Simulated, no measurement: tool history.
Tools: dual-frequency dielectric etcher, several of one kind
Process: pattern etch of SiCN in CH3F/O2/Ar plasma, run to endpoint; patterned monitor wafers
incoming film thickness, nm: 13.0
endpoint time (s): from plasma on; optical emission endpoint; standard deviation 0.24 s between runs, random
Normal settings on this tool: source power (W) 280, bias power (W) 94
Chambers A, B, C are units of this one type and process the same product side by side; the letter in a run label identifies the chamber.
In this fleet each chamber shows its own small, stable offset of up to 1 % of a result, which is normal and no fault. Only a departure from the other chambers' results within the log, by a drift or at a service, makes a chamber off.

Run 1B, hour 9.9: usual settings. Result: endpoint time (s) 35.919.
Run 2A, hour 16.6: usual settings. Result: endpoint time (s) 35.691.
Run 3C, hour 26.6: usual settings. Result: endpoint time (s) 35.988.
Run 4B, hour 39.3: usual settings. Result: endpoint time (s) 35.635.
Run 5A, hour 45.8: usual settings. Result: endpoint time (s) 35.96.
At hour 53.7: chamber B: source power generator calibrated.
Run 6C, hour 58.1: usual settings. Result: endpoint time (s) 36.089.
Run 7B, hour 71: usual settings. Result: endpoint time (s) 36.092.
Run 8A, hour 83.6: usual settings. Result: endpoint time (s) 35.876.
Run 9C, hour 92: usual settings. Result: endpoint time (s) 36.104.
Run 10B, hour 103.6: usual settings. Result: endpoint time (s) 35.618.
Run 11A, hour 109.9: usual settings. Result: endpoint time (s) 35.887.
Run 12C, hour 120.3: usual settings. Result: endpoint time (s) 36.048.
Run 13C, hour 130.5: usual settings. Result: endpoint time (s) 35.638.
Run 14B, hour 140.5: usual settings. Result: endpoint time (s) 35.704.
Run 15A, hour 148.3: usual settings. Result: endpoint time (s) 36.377.
Run 16A, hour 159.2: usual settings. Result: endpoint time (s) 36.379.
Run 17B, hour 165.9: usual settings but source power (W) 260, bias power (W) 80. Result: endpoint time (s) 38.638.
Run 18C, hour 173.6: usual settings but source power (W) 260, bias power (W) 80. Result: endpoint time (s) 39.663.
Run 19C, hour 186.3: usual settings but source power (W) 260, bias power (W) 80. Result: endpoint time (s) 39.157.
At hour 187.3: chamber B: wet clean of the chamber.
Run 20A, hour 199.4: usual settings but source power (W) 240, bias power (W) 107. Result: endpoint time (s) 37.186.
Run 21B, hour 210.6: usual settings but source power (W) 240, bias power (W) 107. Result: endpoint time (s) 35.811.
Run 22B, hour 221.1: usual settings but source power (W) 240, bias power (W) 107. Result: endpoint time (s) 35.933.
Run 23C, hour 229.3: usual settings but bias power (W) 106. Result: endpoint time (s) 34.537.
Run 24A, hour 236.7: usual settings but bias power (W) 106. Result: endpoint time (s) 35.986.
Run 25B, hour 247.7: usual settings but bias power (W) 106. Result: endpoint time (s) 34.19.
Run 26A, hour 260.3: usual settings. Result: endpoint time (s) 37.577.

Is one chamber off against the others, does the gauge drift, or is nothing wrong? If a chamber is off, say which, and what the likeliest cause is.

It is chamber A that slowly wanders off from its peers.
Most likely cause: etch rate under this chamber's usual, % = 4.5.

Here are 4 candidates for chamber A's next run, each the usual settings with a change, their results left as question marks. Which one brings its results back in line with what the others give on the usual settings?
In line here means within this much of the mean the other chambers give on the usual settings: endpoint time (s) 0.85
Run 27A-1, hour 270.8: usual settings but source power (W) 290, bias power (W) 99. Result: endpoint time (s) ?.
Run 27A-2, hour 270.8: usual settings but bias power (W) 114. Result: endpoint time (s) ?.
Run 27A-3, hour 270.8: usual settings but source power (W) 270, bias power (W) 89. Result: endpoint time (s) ?.
Run 27A-4, hour 270.8: usual settings but bias power (W) 74. Result: endpoint time (s) ?.

Usual-settings mean across the other chambers: endpoint time (s) 36.015
  run  endpoint time (s)
27A-1             36.366
27A-2              34.87
27A-3             38.878
27A-4             41.087
27A-1 is the one that brings the chamber's results back in line with the other chambers.
